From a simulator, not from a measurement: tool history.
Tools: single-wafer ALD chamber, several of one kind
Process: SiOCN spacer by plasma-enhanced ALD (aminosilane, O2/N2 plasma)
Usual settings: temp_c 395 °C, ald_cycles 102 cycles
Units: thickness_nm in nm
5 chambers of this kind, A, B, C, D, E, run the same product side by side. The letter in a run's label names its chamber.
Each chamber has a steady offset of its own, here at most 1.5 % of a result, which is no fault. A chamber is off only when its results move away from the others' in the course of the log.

run    day  temp_c  ald_cycles  read-back reference wafer on the same gauge, thickness_nm  thickness_nm
 1A  0.312     395         102                                                     5.3993        6.1613
 2C  0.517     395         102                                                     5.3992        6.1590
 3D  0.721     395         102                                                     5.3964        6.1217
 4E  0.988     395         102                                                     5.3967        6.0726
 5B  1.192     388          88                                                     5.3948        5.3290
 6D  1.342     388          88                                                     5.3946        5.2766
 7B  1.654     388          88                                                     5.3942        5.3036
 8A  1.904     388          88                                                     5.3925        5.2972
 9E  2.092     388          88                                                     5.3944        5.2407
10C  2.267     395         102                                                     5.3914        6.1452
11C  2.450     395         102                                                     5.3916        6.1480
12D  2.604     395         102                                                     5.3921        6.1128
13B  2.779     395         102                                                     5.3905        6.1636
14A  2.938     395         102                                                     5.3879        6.1340
15E  3.125     395         102                                                     5.3893        6.0527
16C  3.396     395         114                                                     5.3860        6.8813
17A  3.629     395         114                                                     5.3875        6.8736
18E  3.842     395         114                                                     5.3871        6.7654
19D  4.033     395         114                                                     5.3836        6.8276
20B  4.338     395         114                                                     5.3835        6.8709
     4.575  -- chamber D: thermocouple changed; heater temperature recalibrated
21A  4.662     395         102                                                     5.3833        6.1401
22C  4.817     395         102                                                     5.3823        6.1370
23D  5.121     395         102                                                     5.3788        6.0941
24E  5.308     395         102                                                     5.3810        6.0476
25B  5.512     395         102                                                     5.3797        6.1394
26A  5.729     395         102                                                     5.3789        6.1255
27D  6.038     395         102                                                     5.3778        6.0954
28E  6.300     395         102                                                     5.3737        6.0338
29C  6.567     395          95                                                     5.3772        5.7074
30B  6.762     395          95                                                     5.3765        5.7125
31E  6.971     395          95                                                     5.3737        5.6286
32C  7.162     395          95                                                     5.3733        5.7069
33D  7.379     395          95                                                     5.3716        5.6849
34A  7.642     395         102                                                     5.3731        6.1204
35B  7.883     395         102                                                     5.3718        6.1292
36B  8.188     395         102                                                     5.3692        6.1334
37E  8.475     395         102                                                     5.3685        6.0498

What goes on in this fleet: one chamber off, a drifting gauge, or nothing beyond the chambers' own small offsets? Name the chamber and the cause, if any.

The gauge drifts, so all chambers seem to drift together. No chamber is off.
Cause: gauge reads low (%) = 0.6.
